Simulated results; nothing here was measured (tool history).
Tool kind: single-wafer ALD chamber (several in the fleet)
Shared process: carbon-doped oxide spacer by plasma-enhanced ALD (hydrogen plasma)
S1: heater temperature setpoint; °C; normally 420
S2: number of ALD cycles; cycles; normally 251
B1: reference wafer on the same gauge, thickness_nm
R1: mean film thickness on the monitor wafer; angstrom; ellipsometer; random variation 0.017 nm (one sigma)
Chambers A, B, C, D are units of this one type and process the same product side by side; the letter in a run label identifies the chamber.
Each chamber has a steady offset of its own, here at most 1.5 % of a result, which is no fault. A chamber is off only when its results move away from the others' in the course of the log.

run 1D hour=5.1 | S1=420 S2=251 | B1=10.797 | R1=116.450
run 2B hour=14.5 | S1=420 S2=251 | B1=10.799 | R1=117.490
run 3A hour=20.9 | S1=420 S2=251 | B1=10.797 | R1=117.120
run 4C hour=28.8 | S1=420 S2=251 | B1=10.793 | R1=116.940
run 5D hour=35.3 | S1=420 S2=251 | B1=10.791 | R1=116.410
run 6B hour=43.4 | S1=420 S2=251 | B1=10.796 | R1=117.700
run 7C hour=50.5 | S1=420 S2=251 | B1=10.790 | R1=116.820
run 8A hour=59.5 | S1=430 S2=225 | B1=10.791 | R1=101.770
run 9B hour=66.0 | S1=430 S2=225 | B1=10.792 | R1=102.010
run 10C hour=75.5 | S1=430 S2=225 | B1=10.784 | R1=101.370
run 11D hour=81.5 | S1=430 S2=225 | B1=10.784 | R1=101.030
run 12A hour=88.5 | S1=420 S2=251 | B1=10.785 | R1=117.390
run 13C hour=98.1 | S1=420 S2=251 | B1=10.783 | R1=116.810
run 14D hour=103.9 | S1=430 S2=207 | B1=10.778 | R1=92.734
run 15B hour=114.5 | S1=430 S2=207 | B1=10.785 | R1=93.640
run 16A hour=121.8 | S1=430 S2=207 | B1=10.777 | R1=93.388
run 17D hour=129.2 | S1=430 S2=207 | B1=10.780 | R1=92.980
run 18C hour=138.4 | S1=420 S2=251 | B1=10.775 | R1=116.680
run 19B hour=148.4 | S1=420 S2=251 | B1=10.777 | R1=117.430
run 20A hour=159.8 | S1=420 S2=251 | B1=10.778 | R1=117.020
run 21B hour=170.6 | S1=420 S2=251 | B1=10.772 | R1=117.070
run 22D hour=180.1 | S1=420 S2=251 | B1=10.766 | R1=115.930
run 23A hour=191.5 | S1=420 S2=251 | B1=10.767 | R1=116.870
run 24C hour=202.2 | S1=420 S2=251 | B1=10.769 | R1=116.650
run 25A hour=211.8 | S1=420 S2=251 | B1=10.764 | R1=117.050
run 26C hour=221.4 | S1=420 S2=251 | B1=10.764 | R1=116.290
run 27D hour=232.4 | S1=420 S2=251 | B1=10.761 | R1=116.200
run 28B hour=243.1 | S1=420 S2=251 | B1=10.757 | R1=117.200
run 29A hour=249.6 | S1=420 S2=251 | B1=10.758 | R1=116.790
run 30D hour=259.8 | S1=420 S2=251 | B1=10.758 | R1=115.850
run 31B hour=271.4 | S1=414 S2=251 | B1=10.755 | R1=119.130
run 32C hour=276.6 | S1=414 S2=251 | B1=10.753 | R1=118.440
run 33B hour=284.4 | S1=414 S2=251 | B1=10.752 | R1=119.210
run 34C hour=294.9 | S1=414 S2=251 | B1=10.748 | R1=118.520
run 35D hour=302.5 | S1=420 S2=251 | B1=10.752 | R1=115.820
run 36A hour=309.6 | S1=420 S2=251 | B1=10.752 | R1=116.880
run 37B hour=315.6 | S1=420 S2=251 | B1=10.744 | R1=117.210
run 38D hour=324.4 | S1=420 S2=251 | B1=10.743 | R1=115.800
run 39A hour=335.8 | S1=420 S2=223 | B1=10.742 | R1=103.570
run 40C hour=342.0 | S1=420 S2=223 | B1=10.744 | R1=103.520
run 41D hour=350.5 | S1=420 S2=223 | B1=10.740 | R1=102.800
run 42B hour=356.5 | S1=420 S2=223 | B1=10.740 | R1=103.810
run 43C hour=367.8 | S1=420 S2=251 | B1=10.738 | R1=116.080
run 44A hour=375.7 | S1=420 S2=251 | B1=10.736 | R1=116.700

Is one chamber out of step, is the gauge drifting, or do the chambers differ by no more than their own small offsets? For an off chamber, give its letter and the likeliest cause.

Gauge drift. The chambers move together only on paper, and none stands off.
Likeliest cause: gauge reads low (%) = 0.597.
